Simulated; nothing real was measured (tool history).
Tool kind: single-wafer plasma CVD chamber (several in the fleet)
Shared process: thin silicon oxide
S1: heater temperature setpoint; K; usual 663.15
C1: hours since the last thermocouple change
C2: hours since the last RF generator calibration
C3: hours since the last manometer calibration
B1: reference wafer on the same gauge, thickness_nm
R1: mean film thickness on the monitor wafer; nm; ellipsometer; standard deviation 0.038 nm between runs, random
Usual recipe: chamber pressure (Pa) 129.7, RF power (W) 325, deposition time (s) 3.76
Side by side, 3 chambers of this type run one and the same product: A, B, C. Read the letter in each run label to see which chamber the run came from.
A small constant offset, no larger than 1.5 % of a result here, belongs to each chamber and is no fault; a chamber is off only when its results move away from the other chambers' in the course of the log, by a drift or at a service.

run 1A hour=5.8 | S1=663.15 chamber_pressure_(Pa)=129.7 RF_power_(W)=325 deposition_time_(s)=3.76 | C1=1830.3 C2=1281.7 C3=99.5 | B1=7.5194 | R1=8.4165
run 2B hour=16.3 | S1=663.15 chamber_pressure_(Pa)=129.7 RF_power_(W)=325 deposition_time_(s)=3.76 | C1=1082.7 C2=1105.4 C3=635.8 | B1=7.5281 | R1=8.5982
run 3C hour=22.6 | S1=663.15 chamber_pressure_(Pa)=129.7 RF_power_(W)=325 deposition_time_(s)=3.76 | C1=54.4 C2=416.1 C3=693.1 | B1=7.5271 | R1=8.5684
run 4B hour=32.2 | S1=663.15 chamber_pressure_(Pa)=129.7 RF_power_(W)=325 deposition_time_(s)=3.76 | C1=1098.6 C2=1121.3 C3=651.7 | B1=7.5166 | R1=8.5537
run 5A hour=42.6 | S1=663.15 chamber_pressure_(Pa)=129.7 RF_power_(W)=325 deposition_time_(s)=3.76 | C1=1867.1 C2=1318.5 C3=136.3 | B1=7.5185 | R1=8.3494
run 6C hour=49.7 | S1=663.15 chamber_pressure_(Pa)=129.7 RF_power_(W)=265 deposition_time_(s)=3.76 | C1=81.5 C2=443.2 C3=720.2 | B1=7.5153 | R1=7.8543
run 7B hour=55.5 | S1=663.15 chamber_pressure_(Pa)=129.7 RF_power_(W)=265 deposition_time_(s)=3.76 | C1=1121.9 C2=1144.6 C3=675 | B1=7.5187 | R1=7.86
run 8A hour=61.3 | S1=663.15 chamber_pressure_(Pa)=129.7 RF_power_(W)=265 deposition_time_(s)=3.76 | C1=1885.8 C2=1337.2 C3=155 | B1=7.5148 | R1=7.7313
run 9C hour=68.6 | S1=663.15 chamber_pressure_(Pa)=129.7 RF_power_(W)=325 deposition_time_(s)=3.76 | C1=100.4 C2=462.1 C3=739.1 | B1=7.5174 | R1=8.6322
run 10A hour=77.6 | S1=663.15 chamber_pressure_(Pa)=129.7 RF_power_(W)=325 deposition_time_(s)=3.76 | C1=1902.1 C2=1353.5 C3=171.3 | B1=7.5153 | R1=8.3839
run 11C hour=85.2 | S1=663.15 chamber_pressure_(Pa)=129.7 RF_power_(W)=265 deposition_time_(s)=3.76 | C1=117 C2=478.7 C3=755.7 | B1=7.526 | R1=7.8293
run 12B hour=94.3 | S1=663.15 chamber_pressure_(Pa)=129.7 RF_power_(W)=265 deposition_time_(s)=3.76 | C1=1160.7 C2=1183.4 C3=713.8 | B1=7.5219 | R1=7.8066
run 13A hour=102 | S1=663.15 chamber_pressure_(Pa)=129.7 RF_power_(W)=265 deposition_time_(s)=3.76 | C1=1926.5 C2=1377.9 C3=195.7 | B1=7.5165 | R1=7.7409
run 14C hour=112.2 | S1=663.15 chamber_pressure_(Pa)=129.7 RF_power_(W)=325 deposition_time_(s)=3.76 | C1=144 C2=505.7 C3=782.7 | B1=7.5137 | R1=8.5552
run 15B hour=120 | S1=663.15 chamber_pressure_(Pa)=129.7 RF_power_(W)=325 deposition_time_(s)=3.76 | C1=1186.4 C2=1209.1 C3=739.5 | B1=7.5237 | R1=8.51
run 16C hour=129.6 | S1=663.15 chamber_pressure_(Pa)=129.7 RF_power_(W)=275 deposition_time_(s)=4 | C1=161.4 C2=523.1 C3=800.1 | B1=7.5156 | R1=8.3394
run 17A hour=137 | S1=663.15 chamber_pressure_(Pa)=129.7 RF_power_(W)=275 deposition_time_(s)=4 | C1=1961.5 C2=1412.9 C3=230.7 | B1=7.5227 | R1=8.3974
run 18B hour=147.3 | S1=663.15 chamber_pressure_(Pa)=129.7 RF_power_(W)=275 deposition_time_(s)=4 | C1=1213.7 C2=1236.4 C3=766.8 | B1=7.5156 | R1=8.4841
run 19B hour=155.2 | S1=663.15 chamber_pressure_(Pa)=129.7 RF_power_(W)=325 deposition_time_(s)=3.76 | C1=1221.6 C2=1244.3 C3=774.7 | B1=7.5154 | R1=8.5258
run 20A hour=165.1 | S1=663.15 chamber_pressure_(Pa)=129.7 RF_power_(W)=325 deposition_time_(s)=3.76 | C1=1989.6 C2=1441 C3=258.8 | B1=7.52 | R1=8.3892
run 21C hour=171.7 | S1=663.15 chamber_pressure_(Pa)=140 RF_power_(W)=325 deposition_time_(s)=3.76 | C1=203.5 C2=565.2 C3=842.2 | B1=7.5193 | R1=8.851
run 22B hour=176.9 | S1=663.15 chamber_pressure_(Pa)=140 RF_power_(W)=325 deposition_time_(s)=3.76 | C1=1243.3 C2=1266 C3=796.4 | B1=7.519 | R1=8.8918
run 23C hour=187.1 | S1=663.15 chamber_pressure_(Pa)=140 RF_power_(W)=325 deposition_time_(s)=3.76 | C1=218.9 C2=580.6 C3=857.6 | B1=7.5249 | R1=8.7781
run 24A hour=192.3 | S1=663.15 chamber_pressure_(Pa)=129.7 RF_power_(W)=325 deposition_time_(s)=3.76 | C1=2016.8 C2=1468.2 C3=286 | B1=7.525 | R1=8.4405
run 25A hour=197.9 | S1=663.15 chamber_pressure_(Pa)=129.7 RF_power_(W)=325 deposition_time_(s)=3.76 | C1=2022.4 C2=1473.8 C3=291.6 | B1=7.5242 | R1=8.4474
run 26B hour=208.1 | S1=663.15 chamber_pressure_(Pa)=107.5 RF_power_(W)=325 deposition_time_(s)=3.76 | C1=1274.5 C2=1297.2 C3=827.6 | B1=7.5212 | R1=7.2471
run 27C hour=214.6 | S1=663.15 chamber_pressure_(Pa)=107.5 RF_power_(W)=325 deposition_time_(s)=3.76 | C1=246.4 C2=608.1 C3=885.1 | B1=7.5183 | R1=6.9453

All 3 chambers run these settings next. Forecast each chamber's results:
run 28A hour=222.5 | S1=663.15 chamber_pressure_(Pa)=129.7 RF_power_(W)=325 deposition_time_(s)=3.76 | R1=?
run 28B hour=222.5 | S1=663.15 chamber_pressure_(Pa)=129.7 RF_power_(W)=325 deposition_time_(s)=3.76 | R1=?
run 28C hour=222.5 | S1=663.15 chamber_pressure_(Pa)=129.7 RF_power_(W)=325 deposition_time_(s)=3.76 | R1=?

run=28A R1=8.414
run=28B R1=8.5656
run=28C R1=8.2438

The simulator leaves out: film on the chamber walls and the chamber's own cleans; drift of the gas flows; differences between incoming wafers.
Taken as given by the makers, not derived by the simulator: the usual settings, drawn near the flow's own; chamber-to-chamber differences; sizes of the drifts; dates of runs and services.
